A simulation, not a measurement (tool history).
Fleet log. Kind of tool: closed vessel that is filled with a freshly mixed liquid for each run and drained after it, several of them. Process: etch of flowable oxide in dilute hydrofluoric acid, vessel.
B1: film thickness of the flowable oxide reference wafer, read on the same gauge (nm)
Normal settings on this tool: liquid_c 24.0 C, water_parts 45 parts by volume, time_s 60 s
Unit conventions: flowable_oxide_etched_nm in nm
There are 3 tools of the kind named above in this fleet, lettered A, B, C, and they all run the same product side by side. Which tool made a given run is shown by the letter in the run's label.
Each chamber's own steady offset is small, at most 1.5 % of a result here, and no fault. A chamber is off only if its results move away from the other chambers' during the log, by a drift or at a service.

run 1C day=0.112 | liquid_c=24.0 water_parts=45 time_s=60 | B1=90.025 | flowable_oxide_etched_nm=29.711
run 2A day=0.304 | liquid_c=24.0 water_parts=45 time_s=60 | B1=90.017 | flowable_oxide_etched_nm=29.572
run 3B day=0.446 | liquid_c=24.0 water_parts=45 time_s=60 | B1=89.997 | flowable_oxide_etched_nm=29.167
run 4B day=0.617 | liquid_c=24.0 water_parts=45 time_s=60 | B1=90.007 | flowable_oxide_etched_nm=29.300
run 5A day=0.817 | liquid_c=24.0 water_parts=45 time_s=60 | B1=89.994 | flowable_oxide_etched_nm=29.474
run 6C day=0.975 | liquid_c=24.0 water_parts=45 time_s=60 | B1=89.981 | flowable_oxide_etched_nm=30.319
run 7C day=1.100 | liquid_c=24.0 water_parts=45 time_s=60 | B1=89.991 | flowable_oxide_etched_nm=29.776
run 8B day=1.283 | liquid_c=24.0 water_parts=45 time_s=60 | B1=90.039 | flowable_oxide_etched_nm=29.365
run 9A day=1.421 | liquid_c=27.5 water_parts=45 time_s=60 | B1=90.017 | flowable_oxide_etched_nm=34.132
run 10C day=1.533 | liquid_c=27.5 water_parts=45 time_s=60 | B1=90.011 | flowable_oxide_etched_nm=34.296
run 11A day=1.650 | liquid_c=27.5 water_parts=45 time_s=60 | B1=89.999 | flowable_oxide_etched_nm=34.515
run 12B day=1.821 | liquid_c=24.0 water_parts=45 time_s=60 | B1=90.009 | flowable_oxide_etched_nm=28.952
run 13C day=2.017 | liquid_c=24.0 water_parts=45 time_s=60 | B1=89.996 | flowable_oxide_etched_nm=29.976
run 14A day=2.183 | liquid_c=24.0 water_parts=45 time_s=60 | B1=90.009 | flowable_oxide_etched_nm=29.523
run 15B day=2.292 | liquid_c=24.0 water_parts=45 time_s=60 | B1=90.028 | flowable_oxide_etched_nm=29.441
run 16B day=2.462 | liquid_c=24.0 water_parts=45 time_s=35 | B1=89.970 | flowable_oxide_etched_nm=17.231
run 17A day=2.617 | liquid_c=24.0 water_parts=45 time_s=35 | B1=90.006 | flowable_oxide_etched_nm=17.318
run 18C day=2.754 | liquid_c=24.0 water_parts=45 time_s=35 | B1=90.025 | flowable_oxide_etched_nm=17.421
run 19B day=2.888 | liquid_c=24.0 water_parts=45 time_s=60 | B1=90.015 | flowable_oxide_etched_nm=29.726
run 20C day=3.046 | liquid_c=24.0 water_parts=45 time_s=60 | B1=90.021 | flowable_oxide_etched_nm=29.807
run 21A day=3.212 | liquid_c=24.0 water_parts=45 time_s=60 | B1=89.995 | flowable_oxide_etched_nm=29.699
run 22C day=3.317 | liquid_c=24.0 water_parts=45 time_s=60 | B1=90.020 | flowable_oxide_etched_nm=29.853
run 23B day=3.450 | liquid_c=24.0 water_parts=45 time_s=60 | B1=90.000 | flowable_oxide_etched_nm=29.376

For the next run the whole fleet of 3 chambers uses the same settings. Give each chamber's results:
run 24A day=3.600 | liquid_c=24.0 water_parts=45 time_s=60 | flowable_oxide_etched_nm=?
run 24B day=3.600 | liquid_c=24.0 water_parts=45 time_s=60 | flowable_oxide_etched_nm=?
run 24C day=3.600 | liquid_c=24.0 water_parts=45 time_s=60 | flowable_oxide_etched_nm=?

run=24A flowable_oxide_etched_nm=29.325
run=24B flowable_oxide_etched_nm=29.064
run=24C flowable_oxide_etched_nm=29.584

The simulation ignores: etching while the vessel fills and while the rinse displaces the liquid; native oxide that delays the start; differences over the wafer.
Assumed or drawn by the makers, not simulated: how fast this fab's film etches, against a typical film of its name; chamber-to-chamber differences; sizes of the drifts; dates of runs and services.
